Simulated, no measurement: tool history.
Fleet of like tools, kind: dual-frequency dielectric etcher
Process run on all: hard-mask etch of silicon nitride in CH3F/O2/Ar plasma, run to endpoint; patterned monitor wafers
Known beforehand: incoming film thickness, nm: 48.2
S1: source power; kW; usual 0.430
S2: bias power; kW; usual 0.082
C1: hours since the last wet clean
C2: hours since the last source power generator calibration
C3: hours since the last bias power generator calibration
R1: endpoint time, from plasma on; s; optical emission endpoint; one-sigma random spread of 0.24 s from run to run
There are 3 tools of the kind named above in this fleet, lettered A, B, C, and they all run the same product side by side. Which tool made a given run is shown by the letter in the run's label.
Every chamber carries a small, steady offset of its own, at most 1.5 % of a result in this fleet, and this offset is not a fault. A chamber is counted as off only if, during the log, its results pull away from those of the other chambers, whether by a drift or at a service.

run,hour,S1,S2,C1,C2,C3,R1
1B,4.6,0.430,0.082,495.0,758.3,3875.1,65.606
2C,8.2,0.430,0.082,191.9,1632.6,4675.7,64.294
3A,12.0,0.430,0.082,255.9,407.5,427.0,65.059
4C,14.9,0.430,0.082,198.6,1639.3,4682.4,64.073
5A,20.2,0.430,0.082,264.1,415.7,435.2,64.658
6B,24.1,0.430,0.082,514.5,777.8,3894.6,65.748
7A,28.9,0.430,0.082,272.8,424.4,443.9,65.015
8B,32.9,0.430,0.082,523.3,786.6,3903.4,65.287
9C,38.9,0.430,0.082,222.6,1663.3,4706.4,64.410
10B,44.5,0.430,0.082,534.9,798.2,3915.0,65.409
11A,49.5,0.430,0.082,293.4,445.0,464.5,64.729
12C,52.6,0.430,0.063,236.3,1677.0,4720.1,70.357
13C,57.1,0.430,0.063,240.8,1681.5,4724.6,70.316
14A,61.2,0.430,0.063,305.1,456.7,476.2,71.016
15B,65.1,0.430,0.099,555.5,818.8,3935.6,61.608
16A,69.2,0.430,0.099,313.1,464.7,484.2,60.576
17C,74.5,0.430,0.099,258.2,1698.9,4742.0,60.630
18B,77.5,0.430,0.082,567.9,831.2,3948.0,65.427
19B,82.5,0.430,0.082,572.9,836.2,3953.0,65.894
20C,86.7,0.430,0.082,270.4,1711.1,4754.2,65.457
21A,91.9,0.430,0.082,335.8,487.4,506.9,64.672
22A,97.2,0.430,0.082,341.1,492.7,512.2,64.414
23C,102.5,0.430,0.082,286.2,1726.9,4770.0,65.589
24B,105.5,0.430,0.082,595.9,859.2,3976.0,65.484
25A,110.6,0.430,0.082,354.5,506.1,525.6,64.894
26C,114.4,0.430,0.082,298.1,1738.8,4781.9,66.572
27B,119.0,0.360,0.098,609.4,872.7,3989.5,65.856
28C,122.8,0.360,0.098,306.5,1747.2,4790.3,67.084
# hour 124.4: chamber B: wet clean of the chamber
29B,128.5,0.360,0.098,4.1,882.2,3999.0,65.753
30A,134.1,0.430,0.082,378.0,529.6,549.1,64.792
31A,137.3,0.530,0.063,381.2,532.8,552.3,65.173
32B,142.7,0.530,0.063,18.3,896.4,4013.2,66.684
33C,148.6,0.530,0.063,332.3,1773.0,4816.1,68.614
34B,153.2,0.330,0.082,28.8,906.9,4023.7,72.064

What goes on in this fleet: one chamber off, a drifting gauge, or nothing beyond the chambers' own small offsets? Name the chamber and the cause, if any.

It is chamber C that slowly wanders off from its peers.
What lies behind it: etch rate under this chamber's usual, % = 5.31.

Here are 4 candidates for chamber C's next run, each the usual settings with a change, their results left as question marks. Which one brings its results back in line with what the others give on the usual settings?
In line means no further than this from the other chambers' mean on the usual settings: R1 0.860 s
35C-1,157.5,0.380,0.082,,,,?
35C-2,157.5,0.520,0.082,,,,?
35C-3,157.5,0.430,0.066,,,,?
35C-4,157.5,0.460,0.086,,,,?

The other chambers' mean on the usual settings: R1 65.183 s
run,R1
35C-1,71.159
35C-2,63.323
35C-3,73.136
35C-4,65.206
35C-4 is the one that brings the chamber's results back in line with the other chambers.

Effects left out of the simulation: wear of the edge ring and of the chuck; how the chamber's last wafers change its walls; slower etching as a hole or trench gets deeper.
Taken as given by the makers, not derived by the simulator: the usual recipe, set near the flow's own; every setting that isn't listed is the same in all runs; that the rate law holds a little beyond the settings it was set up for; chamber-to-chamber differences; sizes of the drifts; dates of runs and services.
